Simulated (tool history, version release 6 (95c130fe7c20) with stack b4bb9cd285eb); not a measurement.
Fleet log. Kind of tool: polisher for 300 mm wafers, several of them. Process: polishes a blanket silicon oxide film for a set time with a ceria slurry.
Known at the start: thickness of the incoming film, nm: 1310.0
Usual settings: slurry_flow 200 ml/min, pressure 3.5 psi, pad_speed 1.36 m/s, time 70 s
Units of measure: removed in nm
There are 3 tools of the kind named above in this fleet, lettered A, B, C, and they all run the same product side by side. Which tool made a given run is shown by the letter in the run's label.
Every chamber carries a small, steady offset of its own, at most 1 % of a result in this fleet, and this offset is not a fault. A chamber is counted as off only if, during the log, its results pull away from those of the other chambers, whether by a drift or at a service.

run,hour,slurry_flow,pressure,pad_speed,time,removed
1A,8.2,200,3.5,1.36,70,468.83
2B,20.7,200,3.5,1.36,70,475.05
3C,33.5,200,3.5,1.36,70,471.15
# hour 47.8: chamber C: worn pad replaced by a new one
4C,49.5,200,3.5,1.36,70,470.15
# hour 55.5: chamber A: head pressure recalibrated
# hour 56.6: chamber B: worn pad replaced by a new one
5A,59.1,200,3.5,1.36,70,468.2
6B,66.3,200,3.5,1.36,70,471.3
7A,76.8,200,3.5,1.36,70,464.89
8C,93.3,200,3.5,1.36,70,469.26
9B,107.1,200,3.5,1.36,70,469.65
10A,117.2,200,3.5,1.36,70,472.01
# hour 121.6: chamber C: worn pad replaced by a new one
11C,133,200,3.5,1.36,70,468.7
12B,146.2,200,3.5,1.36,70,468.61
13B,161,200,3.5,1.36,70,470.19
14A,175.3,200,3.5,1.36,70,466.47
15C,185.5,200,3.5,1.36,70,466.79
16B,198.8,200,3.5,1.36,70,467.15
# hour 203.1: chamber C: worn pad replaced by a new one
# hour 205.2: chamber B: worn pad replaced by a new one
17C,207.1,200,3.5,1.36,70,467.75
18A,217.4,200,3.5,1.36,70,466.18
19C,233,200,3.5,1.36,70,464.18
20B,242.4,200,3.5,1.36,70,469.05
# hour 245.9: chamber C: head pressure recalibrated
21A,252.3,200,3.5,1.36,70,462.13
22A,262.6,200,3.5,1.36,70,458.3
# hour 266.2: chamber B: slurry nozzle cleaned
23B,274.3,200,3.5,1.36,70,466.17
# hour 288.5: chamber C: slurry nozzle cleaned
24C,288.8,200,3.5,1.36,70,473.91
25C,296,200,3.5,1.36,70,463.17
# hour 298.7: chamber C: worn pad replaced by a new one
26B,312.3,200,3.5,1.36,70,472.77
27A,325.9,200,3.5,1.36,70,457.01
# hour 336.7: chamber B: worn pad replaced by a new one
28A,337.7,200,3.5,1.36,70,455.71
29C,346,200,3.5,1.36,70,470.53
30B,361.5,200,3.5,1.36,70,472.16
31C,373.7,200,3.5,1.36,70,470.04
# hour 376.7: chamber C: worn pad replaced by a new one
32A,385.7,200,3.5,1.36,70,447.75
33B,395,200,3.5,1.36,70,472.23
34C,406.3,200,3.5,1.36,70,469.38
35B,416.6,200,3.5,1.36,70,467.16

Next, all 3 chambers run the settings below, one line each with question marks for the results. What does each chamber give?
36A,428.4,140,3.5,1.36,70,?
36B,428.4,140,3.5,1.36,70,?
36C,428.4,140,3.5,1.36,70,?

run,removed
36A,416.83
36B,441.24
36C,442.09
